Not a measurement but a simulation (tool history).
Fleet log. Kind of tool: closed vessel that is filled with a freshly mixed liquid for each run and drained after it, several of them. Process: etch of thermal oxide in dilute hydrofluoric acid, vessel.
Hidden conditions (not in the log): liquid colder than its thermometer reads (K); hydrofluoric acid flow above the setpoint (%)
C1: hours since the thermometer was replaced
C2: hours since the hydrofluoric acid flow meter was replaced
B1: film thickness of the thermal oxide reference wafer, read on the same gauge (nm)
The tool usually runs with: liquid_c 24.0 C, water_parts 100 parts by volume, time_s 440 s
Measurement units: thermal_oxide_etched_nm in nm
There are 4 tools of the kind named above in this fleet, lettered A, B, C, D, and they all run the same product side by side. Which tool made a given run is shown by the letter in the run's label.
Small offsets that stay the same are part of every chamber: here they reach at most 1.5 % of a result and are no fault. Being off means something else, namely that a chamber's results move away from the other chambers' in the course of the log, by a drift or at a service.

run 1B day=0.496 | liquid_c=24.0 water_parts=100 time_s=440 | C1=1050.9 C2=886.0 | B1=80.000 | thermal_oxide_etched_nm=21.433
run 2A day=0.817 | liquid_c=24.0 water_parts=100 time_s=440 | C1=660.0 C2=61.8 | B1=79.996 | thermal_oxide_etched_nm=21.075
run 3D day=1.271 | liquid_c=24.0 water_parts=100 time_s=440 | C1=311.8 C2=641.2 | B1=79.990 | thermal_oxide_etched_nm=21.180
run 4C day=1.517 | liquid_c=24.0 water_parts=100 time_s=440 | C1=444.2 C2=358.3 | B1=80.009 | thermal_oxide_etched_nm=21.259
run 5B day=1.850 | liquid_c=24.0 water_parts=100 time_s=440 | C1=1083.4 C2=918.5 | B1=79.990 | thermal_oxide_etched_nm=21.402
run 6A day=2.167 | liquid_c=26.5 water_parts=115 time_s=440 | C1=692.4 C2=94.2 | B1=79.993 | thermal_oxide_etched_nm=19.708
run 7C day=2.421 | liquid_c=26.5 water_parts=115 time_s=440 | C1=465.9 C2=380.0 | B1=80.004 | thermal_oxide_etched_nm=19.796
run 8D day=2.692 | liquid_c=26.5 water_parts=115 time_s=440 | C1=345.9 C2=675.3 | B1=80.026 | thermal_oxide_etched_nm=19.950
run 9B day=3.004 | liquid_c=26.5 water_parts=115 time_s=440 | C1=1111.1 C2=946.2 | B1=80.006 | thermal_oxide_etched_nm=20.007
run 10A day=3.425 | liquid_c=24.0 water_parts=100 time_s=440 | C1=722.6 C2=124.4 | B1=80.016 | thermal_oxide_etched_nm=20.879
run 11D day=3.758 | liquid_c=24.0 water_parts=100 time_s=440 | C1=371.5 C2=700.9 | B1=80.019 | thermal_oxide_etched_nm=21.112
run 12C day=4.217 | liquid_c=24.0 water_parts=100 time_s=440 | C1=509.0 C2=423.1 | B1=80.003 | thermal_oxide_etched_nm=21.142
run 13C day=4.592 | liquid_c=24.0 water_parts=100 time_s=610 | C1=518.0 C2=432.1 | B1=80.000 | thermal_oxide_etched_nm=29.145
run 14B day=4.825 | liquid_c=24.0 water_parts=100 time_s=610 | C1=1154.8 C2=989.9 | B1=80.001 | thermal_oxide_etched_nm=29.784
run 15A day=5.050 | liquid_c=24.0 water_parts=100 time_s=610 | C1=761.6 C2=163.4 | B1=79.994 | thermal_oxide_etched_nm=28.673
run 16D day=5.404 | liquid_c=24.0 water_parts=100 time_s=610 | C1=411.0 C2=740.4 | B1=80.004 | thermal_oxide_etched_nm=29.422
run 17D day=5.808 | liquid_c=24.0 water_parts=100 time_s=440 | C1=420.7 C2=750.1 | B1=79.998 | thermal_oxide_etched_nm=20.991
run 18B day=6.083 | liquid_c=24.0 water_parts=100 time_s=440 | C1=1185.0 C2=1020.1 | B1=79.993 | thermal_oxide_etched_nm=21.401
-- day=6.279 chamber B: thermometer replaced
run 19C day=6.504 | liquid_c=24.0 water_parts=100 time_s=440 | C1=563.9 C2=478.0 | B1=79.997 | thermal_oxide_etched_nm=21.081
run 20A day=6.858 | liquid_c=26.5 water_parts=100 time_s=335 | C1=805.0 C2=206.8 | B1=79.996 | thermal_oxide_etched_nm=17.119
run 21D day=7.079 | liquid_c=26.5 water_parts=100 time_s=335 | C1=451.2 C2=780.6 | B1=79.988 | thermal_oxide_etched_nm=17.834
run 22C day=7.458 | liquid_c=26.5 water_parts=100 time_s=335 | C1=586.8 C2=500.9 | B1=79.990 | thermal_oxide_etched_nm=17.699
run 23A day=7.771 | liquid_c=26.5 water_parts=100 time_s=335 | C1=826.9 C2=228.7 | B1=80.002 | thermal_oxide_etched_nm=17.067
run 24B day=8.192 | liquid_c=24.0 water_parts=100 time_s=440 | C1=45.9 C2=1070.7 | B1=80.006 | thermal_oxide_etched_nm=21.263
run 25A day=8.458 | liquid_c=24.0 water_parts=100 time_s=440 | C1=843.4 C2=245.2 | B1=80.010 | thermal_oxide_etched_nm=20.271
run 26B day=8.900 | liquid_c=24.0 water_parts=100 time_s=440 | C1=62.9 C2=1087.7 | B1=80.016 | thermal_oxide_etched_nm=21.263
run 27C day=9.138 | liquid_c=24.0 water_parts=100 time_s=440 | C1=627.1 C2=541.2 | B1=80.010 | thermal_oxide_etched_nm=21.075
run 28D day=9.483 | liquid_c=24.0 water_parts=100 time_s=440 | C1=508.9 C2=838.3 | B1=80.006 | thermal_oxide_etched_nm=21.093

Each of the 4 chambers runs these same settings next. Fill in every chamber's results:
run 29A day=9.846 | liquid_c=24.0 water_parts=100 time_s=440 | thermal_oxide_etched_nm=?
run 29B day=9.846 | liquid_c=24.0 water_parts=100 time_s=440 | thermal_oxide_etched_nm=?
run 29C day=9.846 | liquid_c=24.0 water_parts=100 time_s=440 | thermal_oxide_etched_nm=?
run 29D day=9.846 | liquid_c=24.0 water_parts=100 time_s=440 | thermal_oxide_etched_nm=?

run=29A thermal_oxide_etched_nm=20.026
run=29B thermal_oxide_etched_nm=21.456
run=29C thermal_oxide_etched_nm=21.072
run=29D thermal_oxide_etched_nm=21.209
